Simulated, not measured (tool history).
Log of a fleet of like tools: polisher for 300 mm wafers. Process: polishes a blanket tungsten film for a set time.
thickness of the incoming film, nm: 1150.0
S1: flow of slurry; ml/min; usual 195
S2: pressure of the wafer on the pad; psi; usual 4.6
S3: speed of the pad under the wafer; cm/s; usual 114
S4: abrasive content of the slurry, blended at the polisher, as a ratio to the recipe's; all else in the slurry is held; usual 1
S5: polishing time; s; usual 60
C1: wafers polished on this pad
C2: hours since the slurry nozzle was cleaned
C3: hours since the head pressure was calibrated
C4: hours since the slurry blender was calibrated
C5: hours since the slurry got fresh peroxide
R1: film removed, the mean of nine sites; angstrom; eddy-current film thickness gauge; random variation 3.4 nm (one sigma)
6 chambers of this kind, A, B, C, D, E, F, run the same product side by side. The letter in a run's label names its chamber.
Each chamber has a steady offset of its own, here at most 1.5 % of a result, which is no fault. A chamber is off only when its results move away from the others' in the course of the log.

run,hour,S1,S2,S3,S4,S5,C1,C2,C3,C4,C5,R1
1B,13.2,195,4.6,114,1,60,492,160.4,267.7,134.7,29.5,3842.6
# hour 17.1: chamber D: worn pad replaced by a new one
2F,26.4,195,4.6,114,1,60,375,628.6,89,338.1,62.8,3780.8
# hour 31.4: chamber E: slurry tank refilled with fresh slurry and peroxide
3D,34.8,195,4.6,114,1,60,220,43.7,1145.5,54.2,111.7,3797.1
# hour 36.3: chamber A: worn pad replaced by a new one
# hour 43.5: chamber F: slurry blender recalibrated
4E,44.3,195,4.6,114,1,60,1000,214.9,205.2,57.9,13,3875.2
# hour 48.1: chamber C: worn pad replaced by a new one
# hour 52.6: chamber B: slurry blender recalibrated
# hour 55.9: chamber E: worn pad replaced by a new one
# hour 56.2: chamber B: slurry tank refilled with fresh slurry and peroxide
5C,58.8,195,4.6,114,1,60,133,317.6,310.2,196.5,67.6,3791.9
6A,73.5,195,4.6,114,1,60,463,157.9,292.6,148.5,90.3,3810.3
# hour 74.5: chamber F: worn pad replaced by a new one
# hour 79.6: chamber A: slurry blender recalibrated
7D,82.6,195,4.6,114,1,60,813,91.5,1193.3,102,159.5,3736.3
# hour 86.3: chamber D: slurry blender recalibrated
# hour 89.9: chamber B: worn pad replaced by a new one
# hour 90.7: chamber D: worn pad replaced by a new one
8F,96.4,195,4.6,114,1,60,272,698.6,159,52.9,132.8,3822.4
9C,107.2,195,4.6,114,1,60,734,366,358.6,244.9,116,3888.8
# hour 110.1: chamber A: slurry tank refilled with fresh slurry and peroxide
10B,114.7,195,4.6,114,1,60,308,261.9,369.2,62.2,58.6,3783
11A,122.4,195,4.6,114,1,60,1070,206.8,341.5,42.8,12.3,3784.4
# hour 122.5: chamber C: slurry tank refilled with fresh slurry and peroxide
# hour 124: chamber A: worn pad replaced by a new one
# hour 127.5: chamber F: slurry tank refilled with fresh slurry and peroxide
# hour 130.6: chamber B: slurry tank refilled with fresh slurry and peroxide
12E,131.5,195,4.6,114,1.2,41,939,302.1,292.4,145.1,100.2,2757.8
# hour 132.7: chamber C: worn pad replaced by a new one
13C,144,195,4.6,114,1.2,41,141,402.8,395.4,281.7,21.5,2743.6
# hour 144.6: chamber E: worn pad replaced by a new one
# hour 153.7: chamber F: worn pad replaced by a new one
14A,158.3,195,4.6,114,1.2,41,425,242.7,377.4,78.7,48.2,2712.7
15B,169.5,195,4.6,114,1.2,41,988,316.7,424,117,39,2691.4
# hour 177.9: chamber D: worn pad replaced by a new one
16D,183.1,195,4.6,114,1.2,41,65,192,1293.8,96.9,260,2597.8
# hour 183.2: chamber B: worn pad replaced by a new one
# hour 186.8: chamber D: slurry blender recalibrated
# hour 192.5: chamber E: slurry tank refilled with fresh slurry and peroxide
# hour 196.3: chamber A: worn pad replaced by a new one
17E,197.5,195,4.6,114,1.2,41,657,368.1,358.4,211.1,5,2753.9
# hour 201.9: chamber F: slurry nozzle cleaned
# hour 207.8: chamber B: slurry blender recalibrated
18F,208.7,195,4.6,114,1,60,684,6.9,271.3,165.2,81.2,3843.3
# hour 209.5: chamber C: worn pad replaced by a new one
19F,215.9,195,4.6,114,1,60,773,14.1,278.5,172.4,88.4,3863.8
# hour 217.7: chamber B: slurry tank refilled with fresh slurry and peroxide
20E,222.4,195,4.6,114,1,60,966,393,383.3,236,29.9,3884
# hour 229.4: chamber E: worn pad replaced by a new one
# hour 230.6: chamber A: slurry blender recalibrated
21D,234.4,140,4.6,114,1.25,60,702,243.3,1345.1,47.6,311.3,3755.4
# hour 241: chamber C: slurry tank refilled with fresh slurry and peroxide
# hour 241.4: chamber A: slurry tank refilled with fresh slurry and peroxide
22B,242.2,140,4.6,114,1.25,60,733,389.4,496.7,34.4,24.5,3813.6
# hour 243: chamber F: worn pad replaced by a new one
# hour 250.1: chamber E: slurry nozzle cleaned
23C,252.2,140,4.6,114,1.25,60,530,511,503.6,389.9,11.3,3762.5
# hour 258.8: chamber D: worn pad replaced by a new one
24A,260.3,140,4.6,114,1.25,60,795,344.7,479.4,29.8,19,3768.8
25F,267.5,140,4.6,114,1.25,60,304,65.7,330.1,224,140,3862.3
# hour 271.3: chamber B: worn pad replaced by a new one
# hour 271.3: chamber A: worn pad replaced by a new one
# hour 272.2: chamber F: slurry tank refilled with fresh slurry and peroxide
26B,281.5,140,4.6,114,1.25,60,127,428.7,536,73.7,63.8,3732
# hour 284.6: chamber D: slurry blender recalibrated
27C,294.8,195,4.6,114,1,60,1059,553.6,546.2,432.5,53.9,3779.6
# hour 303: chamber E: worn pad replaced by a new one
# hour 303.6: chamber C: worn pad replaced by a new one
28A,303.6,195,5.4,114,1,73,401,388,522.7,73.1,62.3,5384.4
# hour 305.3: chamber B: slurry tank refilled with fresh slurry and peroxide
29D,318.1,195,5.4,114,1,73,737,327,1428.8,33.6,395,5063.8
30E,325.9,195,5.4,114,1,73,284,75.8,486.8,339.5,133.4,5478.3
# hour 330.9: chamber D: worn pad replaced by a new one
31A,333.1,195,5.4,114,1,73,767,417.5,552.2,102.6,91.8,5435.4
# hour 334.2: chamber F: worn pad replaced by a new one
32B,339.7,195,5.4,114,1,73,850,486.9,594.2,131.9,34.5,5526.9
# hour 341.9: chamber C: head pressure recalibrated
33F,348,195,5.4,114,1,73,171,146.2,410.6,304.5,75.9,5535.8
# hour 359.4: chamber B: worn pad replaced by a new one
34E,360.3,195,4.6,94,1,60,711,110.2,521.2,373.9,167.8,3180.3
# hour 361.6: chamber C: slurry blender recalibrated
# hour 364.3: chamber E: slurry tank refilled with fresh slurry and peroxide
35D,372.1,195,4.6,94,1,60,511,381,1482.8,87.6,449,2943.6
# hour 375.8: chamber E: slurry blender recalibrated
# hour 376.4: chamber E: worn pad replaced by a new one
# hour 379.9: chamber C: worn pad replaced by a new one
# hour 380.4: chamber C: slurry tank refilled with fresh slurry and peroxide
# hour 381.8: chamber B: slurry tank refilled with fresh slurry and peroxide
36C,385.8,195,4.6,94,1,60,73,644.6,44,24.3,5.5,3203
# hour 389.3: chamber B: slurry blender recalibrated
37B,400.6,195,4.6,94,1,60,512,547.8,655.1,11.4,18.9,3156.1
38E,410,195,4.6,94,1,60,417,159.9,570.9,34.2,45.7,3164.4

What goes on in this fleet: one chamber off, a drifting gauge, or nothing beyond the chambers' own small offsets? Name the chamber and the cause, if any.

Chamber D drifts away from the others.
Cause: peroxide lost from the slurry, % = 15.9.
The log may not tell that from: slurry flow missing at the pad, %; head's pressure below its setpoint, %.

Here are 4 candidates for chamber D's next run, each the usual settings with a change, their results left as question marks. Which one brings its results back in line with what the others give on the usual settings?
In line means no further than this from the other chambers' mean on the usual settings: R1 120 angstrom
39D-1,420.6,195,4.5,110,1,58,,,,,,?
39D-2,420.6,190,3.9,114,1,60,,,,,,?
39D-3,420.6,195,4.6,134,1,60,,,,,,?
39D-4,420.6,235,4.6,114,1.25,60,,,,,,?

The other chambers' mean on the usual settings: R1 3813 angstrom
run,R1
39D-1,3198.3
39D-2,2969.3
39D-3,4126.2
39D-4,3784.7
39D-4 brings the chamber back in line.

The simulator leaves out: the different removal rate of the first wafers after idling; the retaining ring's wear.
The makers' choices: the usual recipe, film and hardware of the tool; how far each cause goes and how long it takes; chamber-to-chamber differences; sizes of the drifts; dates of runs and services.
